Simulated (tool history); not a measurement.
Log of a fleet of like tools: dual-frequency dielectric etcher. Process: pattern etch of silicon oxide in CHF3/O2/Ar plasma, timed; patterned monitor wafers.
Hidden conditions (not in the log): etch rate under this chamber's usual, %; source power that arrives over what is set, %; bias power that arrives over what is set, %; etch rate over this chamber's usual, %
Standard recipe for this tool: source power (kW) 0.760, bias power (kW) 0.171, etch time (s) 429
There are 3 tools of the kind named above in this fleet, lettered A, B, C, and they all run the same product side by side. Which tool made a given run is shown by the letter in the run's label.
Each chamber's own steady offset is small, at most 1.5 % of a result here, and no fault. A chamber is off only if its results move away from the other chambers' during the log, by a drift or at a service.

run,hour,source power (kW),bias power (kW),etch time (s),hours since the last wet clean,hours since the last source power generator calibration,hours since the last bias power generator calibration,"read-back reference wafer on the same gauge, depth_nm",mean etch depth across the wafer (angstrom)
1A,6.6,0.760,0.171,429,384.8,2377.7,2812.2,1071.9,9127.4
2B,16.4,0.760,0.171,429,137.3,2122.0,1103.3,1072.2,9035.1
3C,27.6,0.760,0.171,429,95.1,857.4,42.2,1073.0,9110.7
4A,36.5,0.760,0.171,429,414.7,2407.6,2842.1,1072.6,9137.3
5C,44.6,0.760,0.171,429,112.1,874.4,59.2,1072.9,9115.9
6B,50.7,0.760,0.171,429,171.6,2156.3,1137.6,1073.3,9033.4
7A,62.4,0.760,0.171,534,440.6,2433.5,2868.0,1073.2,11371.0
# hour 65.7: chamber A: bias power generator calibrated
8B,69.9,0.760,0.171,534,190.8,2175.5,1156.8,1073.3,11237.0
9C,80.1,0.760,0.171,534,147.6,909.9,94.7,1073.7,11376.0
10B,92.2,0.760,0.171,429,213.1,2197.8,1179.1,1074.4,9067.8
11A,100.0,0.760,0.171,429,478.2,2471.1,34.4,1074.5,9157.8
12C,108.4,0.760,0.171,429,175.9,938.2,123.0,1074.7,9121.1
13B,119.2,0.760,0.171,429,240.1,2224.8,1206.1,1075.1,9071.2
14A,125.2,0.760,0.171,429,503.4,2496.3,59.6,1075.1,9175.7
15C,137.3,0.760,0.171,429,204.8,967.1,151.9,1075.3,9137.6
16A,143.9,0.760,0.171,429,522.1,2515.0,78.3,1075.4,9156.2
17B,154.8,0.760,0.171,429,275.7,2260.4,1241.7,1075.4,9069.8
18C,165.6,0.760,0.171,517,233.1,995.4,180.2,1076.1,10998.0
19A,171.2,0.760,0.171,517,549.4,2542.3,105.6,1075.9,11036.0
20B,179.5,0.760,0.171,517,300.4,2285.1,1266.4,1075.9,10927.0
21C,185.7,0.760,0.171,429,253.2,1015.5,200.3,1076.2,9144.8
22B,196.3,0.760,0.171,429,317.2,2301.9,1283.2,1076.7,9086.2
23A,206.8,0.850,0.157,429,585.0,2577.9,141.2,1077.1,9302.1

For the next run the whole fleet of 3 chambers uses the same settings. Give each chamber's results:
24A,216.1,0.760,0.171,429,,,,,?
24B,216.1,0.760,0.171,429,,,,,?
24C,216.1,0.760,0.171,429,,,,,?

run,mean etch depth across the wafer (angstrom)
24A,9169.4
24B,9076.0
24C,9140.8

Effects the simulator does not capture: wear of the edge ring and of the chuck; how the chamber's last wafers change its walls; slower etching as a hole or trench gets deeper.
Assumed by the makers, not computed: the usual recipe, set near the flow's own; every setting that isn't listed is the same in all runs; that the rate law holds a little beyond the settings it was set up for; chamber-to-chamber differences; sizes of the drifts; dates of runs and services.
